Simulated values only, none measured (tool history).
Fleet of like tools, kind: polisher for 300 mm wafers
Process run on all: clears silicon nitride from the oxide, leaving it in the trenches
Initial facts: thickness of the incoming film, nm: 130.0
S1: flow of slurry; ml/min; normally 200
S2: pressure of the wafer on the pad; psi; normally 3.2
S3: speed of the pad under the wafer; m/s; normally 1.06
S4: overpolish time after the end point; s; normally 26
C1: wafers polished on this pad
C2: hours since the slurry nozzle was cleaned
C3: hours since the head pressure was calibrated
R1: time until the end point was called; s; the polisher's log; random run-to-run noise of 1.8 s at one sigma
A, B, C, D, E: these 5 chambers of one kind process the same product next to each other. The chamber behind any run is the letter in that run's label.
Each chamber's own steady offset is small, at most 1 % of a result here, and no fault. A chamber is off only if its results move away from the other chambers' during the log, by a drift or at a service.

run,hour,S1,S2,S3,S4,C1,C2,C3,R1
1B,12.8,200,3.2,1.06,26,172,495.4,188.5,128.99
2C,22.5,200,3.2,1.06,26,519,84.9,202.6,126.42
3E,31.5,200,3.2,1.06,26,875,234.4,765.9,129.27
4A,38.6,200,3.2,1.06,26,296,980.3,343.2,124.82
5D,44.4,200,3.2,1.24,26,484,458.2,799.0,111.44
# hour 47.6: chamber A: slurry nozzle cleaned
6D,50.7,200,3.2,1.24,26,521,464.5,805.3,109.08
# hour 56.4: chamber D: head pressure recalibrated
7A,58.6,200,3.2,1.24,26,413,11.0,363.2,106.98
8B,69.1,200,3.2,1.24,26,500,551.7,244.8,108.02
9C,75.5,200,3.2,1.24,26,828,137.9,255.6,106.27
# hour 78.3: chamber E: worn pad replaced by a new one
10E,85.3,200,3.2,1.06,26,41,288.2,819.7,124.59
# hour 86.3: chamber E: slurry nozzle cleaned
11A,97.0,200,3.2,1.06,26,637,49.4,401.6,124.73
12B,106.5,200,3.2,1.22,26,718,589.1,282.2,109.93
13C,118.5,200,3.2,1.22,26,1078,180.9,298.6,110.27
14D,130.1,200,3.2,1.22,26,984,543.9,73.8,110.52
# hour 134.1: chamber C: worn pad replaced by a new one
15E,139.0,200,3.2,1.22,26,353,52.8,873.4,112.27
16E,147.7,200,3.2,1.22,26,404,61.5,882.1,111.36
# hour 152.9: chamber D: worn pad replaced by a new one
17D,160.3,200,3.2,1.06,26,43,574.1,104.0,126.64
18B,171.7,200,3.2,1.06,26,1098,654.3,347.4,129.98
19C,180.1,200,3.2,1.06,26,268,242.5,360.2,127.32
20A,189.0,200,3.2,1.06,40,1173,141.4,493.6,123.24
21A,198.8,200,3.2,1.06,40,1230,151.2,503.4,123.08
22E,210.7,200,3.2,1.06,40,771,124.5,945.1,127.82
23C,221.5,200,3.2,1.06,40,509,283.9,401.6,127.39
24B,231.5,200,3.2,1.06,40,1446,714.1,407.2,131.24
# hour 236.0: chamber A: worn pad replaced by a new one
25D,241.2,200,3.2,0.82,26,514,655.0,184.9,163.11
26C,249.2,200,3.2,0.82,26,670,311.6,429.3,159.65
# hour 261.8: chamber E: worn pad replaced by a new one
27D,261.9,200,3.2,0.82,26,634,675.7,205.6,164.84
28B,273.3,200,3.2,0.82,26,1690,755.9,449.0,176.73
29E,280.6,200,3.2,0.82,26,109,194.4,1015.0,163.30
30A,286.7,200,3.2,1.06,26,295,239.1,591.3,125.58
31C,293.9,200,3.2,1.06,26,931,356.3,474.0,127.79
32A,305.0,200,3.2,1.06,26,401,257.4,609.6,125.01
33B,312.9,200,3.2,1.06,26,1920,795.5,488.6,142.17
34D,323.6,200,3.2,1.06,26,994,737.4,267.3,127.16

All 5 chambers run these settings next. Forecast each chamber's results:
35A,332.8,200,3.2,1.06,26,,,,?
35B,332.8,200,3.2,1.06,26,,,,?
35C,332.8,200,3.2,1.06,26,,,,?
35D,332.8,200,3.2,1.06,26,,,,?
35E,332.8,200,3.2,1.06,26,,,,?

run,R1
35A,123.18
35B,142.13
35C,126.39
35D,129.01
35E,124.91
